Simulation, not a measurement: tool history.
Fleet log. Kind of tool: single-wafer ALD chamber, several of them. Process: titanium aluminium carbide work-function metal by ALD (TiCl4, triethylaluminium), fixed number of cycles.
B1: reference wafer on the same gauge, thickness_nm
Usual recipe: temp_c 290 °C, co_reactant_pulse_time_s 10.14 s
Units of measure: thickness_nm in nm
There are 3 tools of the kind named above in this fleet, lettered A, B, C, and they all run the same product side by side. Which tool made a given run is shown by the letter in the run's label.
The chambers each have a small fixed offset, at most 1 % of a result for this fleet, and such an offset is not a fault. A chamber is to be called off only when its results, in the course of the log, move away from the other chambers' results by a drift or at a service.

Run 1A, day 0.338: usual settings; B1 1.891. Result: thickness_nm 1.9291 nm.
Run 2C, day 0.625: usual settings; B1 1.8895. Result: thickness_nm 1.9206 nm.
Run 3B, day 0.821: usual settings; B1 1.8902. Result: thickness_nm 1.9317 nm.
Run 4C, day 1: usual settings; B1 1.8931. Result: thickness_nm 1.9321 nm.
Run 5A, day 1.304: usual settings but temp_c 282 °C, co_reactant_pulse_time_s 12.44 s; B1 1.8882. Result: thickness_nm 1.8726 nm.
Run 6B, day 1.525: usual settings but temp_c 282 °C, co_reactant_pulse_time_s 12.44 s; B1 1.8899. Result: thickness_nm 1.8884 nm.
Run 7A, day 1.846: usual settings but temp_c 282 °C, co_reactant_pulse_time_s 12.44 s; B1 1.8873. Result: thickness_nm 1.8777 nm.
Run 8C, day 2.15: usual settings; B1 1.889. Result: thickness_nm 1.9226 nm.
Run 9B, day 2.454: usual settings; B1 1.8913. Result: thickness_nm 1.9229 nm.
Run 10C, day 2.658: usual settings; B1 1.8919. Result: thickness_nm 1.923 nm.
Run 11B, day 2.85: usual settings but temp_c 283 °C, co_reactant_pulse_time_s 13.09 s; B1 1.8898. Result: thickness_nm 1.8994 nm.
Run 12A, day 3.229: usual settings but temp_c 283 °C, co_reactant_pulse_time_s 13.09 s; B1 1.8908. Result: thickness_nm 1.8965 nm.
Run 13C, day 3.617: usual settings but temp_c 283 °C, co_reactant_pulse_time_s 13.09 s; B1 1.8894. Result: thickness_nm 1.8964 nm.
Run 14B, day 3.854: usual settings; B1 1.8898. Result: thickness_nm 1.9247 nm.
Run 15A, day 4.138: usual settings; B1 1.89. Result: thickness_nm 1.9139 nm.
Run 16B, day 4.521: usual settings; B1 1.8908. Result: thickness_nm 1.9441 nm.
Run 17C, day 4.9: usual settings; B1 1.8898. Result: thickness_nm 1.9186 nm.
Run 18A, day 5.108: usual settings; B1 1.8902. Result: thickness_nm 1.9276 nm.
Run 19C, day 5.442: usual settings; B1 1.8891. Result: thickness_nm 1.9102 nm.
Run 20B, day 5.667: usual settings; B1 1.8891. Result: thickness_nm 1.9205 nm.
Run 21A, day 5.867: usual settings; B1 1.8925. Result: thickness_nm 1.9037 nm.
Run 22C, day 6.138: usual settings; B1 1.8916. Result: thickness_nm 1.9216 nm.
Run 23B, day 6.471: usual settings; B1 1.8893. Result: thickness_nm 1.9258 nm.
Run 24A, day 6.812: usual settings but temp_c 278 °C, co_reactant_pulse_time_s 12.95 s; B1 1.8912. Result: thickness_nm 1.853 nm.
Run 25B, day 7.025: usual settings but temp_c 278 °C, co_reactant_pulse_time_s 12.95 s; B1 1.8902. Result: thickness_nm 1.8504 nm.
Run 26C, day 7.404: usual settings but temp_c 278 °C, co_reactant_pulse_time_s 12.95 s; B1 1.8906. Result: thickness_nm 1.8429 nm.
Run 27A, day 7.596: usual settings; B1 1.8911. Result: thickness_nm 1.929 nm.
Run 28B, day 7.788: usual settings; B1 1.8884. Result: thickness_nm 1.9303 nm.
Run 29C, day 8.162: usual settings but temp_c 277 °C, co_reactant_pulse_time_s 8.06 s; B1 1.8887. Result: thickness_nm 1.7444 nm.
Run 30A, day 8.467: usual settings but temp_c 277 °C, co_reactant_pulse_time_s 8.06 s; B1 1.8902. Result: thickness_nm 1.7556 nm.
Run 31A, day 8.788: usual settings but temp_c 277 °C, co_reactant_pulse_time_s 8.06 s; B1 1.889. Result: thickness_nm 1.7567 nm.
Run 32B, day 9.008: usual settings; B1 1.8875. Result: thickness_nm 1.9512 nm.

Next, every chamber runs the same settings. What will each give?
Run 33A, day 9.296: usual settings but co_reactant_pulse_time_s 11.9 s. Result: thickness_nm ?.
Run 33B, day 9.296: usual settings but co_reactant_pulse_time_s 11.9 s. Result: thickness_nm ?.
Run 33C, day 9.296: usual settings but co_reactant_pulse_time_s 11.9 s. Result: thickness_nm ?.

run  thickness_nm
33A        1.9438
33B        1.9654
33C        1.9678
